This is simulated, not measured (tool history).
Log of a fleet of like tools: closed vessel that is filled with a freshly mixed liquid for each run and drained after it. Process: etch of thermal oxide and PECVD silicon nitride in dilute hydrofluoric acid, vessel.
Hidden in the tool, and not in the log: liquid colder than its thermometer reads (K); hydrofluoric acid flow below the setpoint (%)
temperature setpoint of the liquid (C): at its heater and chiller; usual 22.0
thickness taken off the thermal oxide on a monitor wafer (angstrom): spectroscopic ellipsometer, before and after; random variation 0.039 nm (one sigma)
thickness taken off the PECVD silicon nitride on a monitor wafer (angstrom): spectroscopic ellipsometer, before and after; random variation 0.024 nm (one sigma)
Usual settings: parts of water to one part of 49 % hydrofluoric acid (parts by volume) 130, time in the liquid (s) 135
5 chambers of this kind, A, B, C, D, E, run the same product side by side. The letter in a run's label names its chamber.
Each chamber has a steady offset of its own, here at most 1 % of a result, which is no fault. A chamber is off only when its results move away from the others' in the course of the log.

run   hour  temperature setpoint of the liquid (C)  parts of water to one part of 49 % hydrofluoric acid (parts by volume)  time in the liquid (s)  hours since the thermometer was replaced  hours since the hydrofluoric acid flow meter was replaced  read-back film thickness of the thermal oxide reference wafer, read on the same gauge (nm)  read-back film thickness of the PECVD silicon nitride reference wafer, read on the same gauge (nm)  thickness taken off the thermal oxide on a monitor wafer (angstrom)  thickness taken off the PECVD silicon nitride on a monitor wafer (angstrom)
       3.5  -- chamber A: thermometer replaced
 1A    8.5                                    22.0                                                                     130                     135                                       5.0                                                     1039.3                                                                                      139.97                                                                                              110.00                                                               43.690                                                                       34.317
 2E   14.2                                    22.0                                                                     130                     135                                    1474.1                                                     1276.8                                                                                      140.00                                                                                              109.98                                                               43.703                                                                       34.405
 3C   22.7                                    22.0                                                                     130                     135                                    1459.5                                                      398.1                                                                                      139.98                                                                                              109.97                                                               44.132                                                                       33.564
 4B   30.2                                    22.0                                                                     130                     135                                     510.1                                                     1608.6                                                                                      140.02                                                                                              109.99                                                               43.511                                                                       34.255
 5D   34.6                                    22.0                                                                     130                     135                                     217.3                                                     1312.5                                                                                      139.99                                                                                              109.97                                                               42.837                                                                       34.107
 6C   41.4                                    26.5                                                                     170                     135                                    1478.2                                                      416.8                                                                                      140.04                                                                                              110.01                                                               38.782                                                                       34.350
 7A   47.5                                    26.5                                                                     170                     135                                      44.0                                                     1078.3                                                                                      139.98                                                                                              110.03                                                               37.682                                                                       35.160
 8D   55.9                                    26.5                                                                     170                     135                                     238.6                                                     1333.8                                                                                      139.99                                                                                              110.01                                                               38.511                                                                       35.636
 9B   61.5                                    26.5                                                                     170                     135                                     541.4                                                     1639.9                                                                                      140.02                                                                                              110.02                                                               37.582                                                                       35.317
10E   68.2                                    26.5                                                                     170                     135                                    1528.1                                                     1330.8                                                                                      139.94                                                                                              110.03                                                               38.072                                                                       34.831
11D   75.6                                    22.0                                                                     130                     135                                     258.3                                                     1353.5                                                                                      140.04                                                                                              110.01                                                               43.641                                                                       34.235
12B   83.9                                    22.0                                                                     130                     135                                     563.8                                                     1662.3                                                                                      140.01                                                                                              110.02                                                               43.363                                                                       34.466
13C   87.7                                    22.0                                                                     130                     135                                    1524.5                                                      463.1                                                                                      140.04                                                                                              110.01                                                               43.909                                                                       33.913
14A   91.7                                    22.0                                                                     130                     135                                      88.2                                                     1122.5                                                                                      140.01                                                                                              109.98                                                               43.482                                                                       34.181
15E   96.6                                    22.0                                                                     130                     135                                    1556.5                                                     1359.2                                                                                      140.00                                                                                              110.01                                                               44.702                                                                       34.314
     100.9  -- chamber C: thermometer replaced
16E  104.2                                    22.0                                                                     130                     135                                    1564.1                                                     1366.8                                                                                      140.07                                                                                              109.99                                                               43.492                                                                       34.502
17C  108.0                                    22.0                                                                     130                     135                                       7.2                                                      483.4                                                                                      140.01                                                                                              109.99                                                               43.553                                                                       34.148
18D  114.5                                    22.0                                                                     130                     135                                     297.2                                                     1392.4                                                                                      140.00                                                                                              110.02                                                               44.302                                                                       34.139
19A  121.0                                    22.0                                                                     130                     135                                     117.5                                                     1151.8                                                                                      140.01                                                                                              110.00                                                               44.050                                                                       34.317
20B  129.0                                    22.0                                                                     130                     135                                     608.9                                                     1707.4                                                                                      139.99                                                                                              110.02                                                               44.003                                                                       34.474
     131.0  -- chamber A: hydrofluoric acid flow meter replaced
21A  133.9                                    22.0                                                                     130                     135                                     130.4                                                        2.9                                                                                      140.02                                                                                              110.01                                                               44.214                                                                       34.553
22E  140.1                                    22.0                                                                     130                     135                                    1600.0                                                     1402.7                                                                                      140.00                                                                                              110.03                                                               44.539                                                                       34.817
23D  144.3                                    22.0                                                                     130                     135                                     327.0                                                     1422.2                                                                                      139.97                                                                                              110.00                                                               44.709                                                                       34.324
24B  148.4                                    22.0                                                                     180                     135                                     628.3                                                     1726.8                                                                                      139.98                                                                                              109.96                                                               30.282                                                                       24.777
25C  154.7                                    22.0                                                                     180                     135                                      53.9                                                      530.1                                                                                      140.01                                                                                              109.98                                                               30.559                                                                       24.291
26B  160.2                                    22.0                                                                     180                     135                                     640.1                                                     1738.6                                                                                      139.99                                                                                              110.00                                                               29.614                                                                       24.850
27E  166.3                                    22.0                                                                     180                     135                                    1626.2                                                     1428.9                                                                                      140.00                                                                                              110.02                                                               30.627                                                                       25.086
28D  171.8                                    22.0                                                                     180                     135                                     354.5                                                     1449.7                                                                                      140.02                                                                                              109.99                                                               30.586                                                                       24.898
29C  179.0                                    22.0                                                                     130                     135                                      78.2                                                      554.4                                                                                      140.01                                                                                              109.98                                                               43.557                                                                       33.957
30A  187.1                                    22.0                                                                     130                     135                                     183.6                                                       56.1                                                                                      140.00                                                                                              110.01                                                               44.378                                                                       34.369
31E  191.5                                    22.0                                                                     130                     135                                    1651.4                                                     1454.1                                                                                      140.01                                                                                              110.00                                                               44.267                                                                       34.170
32D  197.4                                    22.0                                                                     130                     135                                     380.1                                                     1475.3                                                                                      139.97                                                                                              110.02                                                               43.022                                                                       34.201
33B  203.7                                    22.0                                                                     130                     135                                     683.6                                                     1782.1                                                                                      140.00                                                                                              109.97                                                               43.860                                                                       34.285
34A  210.2                                    22.0                                                                     130                     135                                     206.7                                                       79.2                                                                                      139.97                                                                                              109.99                                                               43.962                                                                       34.292
35C  217.6                                    22.0                                                                     130                     135                                     116.8                                                      593.0                                                                                      140.01                                                                                              110.00                                                               44.965                                                                       34.415
36B  225.4                                    22.0                                                                     130                     135                                     705.3                                                     1803.8                                                                                      139.98                                                                                              110.00                                                               44.513                                                                       34.067

All 5 chambers run these settings next. Forecast each chamber's results:
37A  231.6                                    22.0                                                                     130                     135                                                                                                                                                                                                                                                                                                                                                                         ?                                                                            ?
37B  231.6                                    22.0                                                                     130                     135                                                                                                                                                                                                                                                                                                                                                                         ?                                                                            ?
37C  231.6                                    22.0                                                                     130                     135                                                                                                                                                                                                                                                                                                                                                                         ?                                                                            ?
37D  231.6                                    22.0                                                                     130                     135                                                                                                                                                                                                                                                                                                                                                                         ?                                                                            ?
37E  231.6                                    22.0                                                                     130                     135                                                                                                                                                                                                                                                                                                                                                                         ?                                                                            ?

run  thickness taken off the thermal oxide on a monitor wafer (angstrom)  thickness taken off the PECVD silicon nitride on a monitor wafer (angstrom)
37A                                                               43.472                                                                       34.460
37B                                                               43.071                                                                       33.907
37C                                                               44.000                                                                       33.823
37D                                                               43.504                                                                       33.973
37E                                                               43.804                                                                       34.286
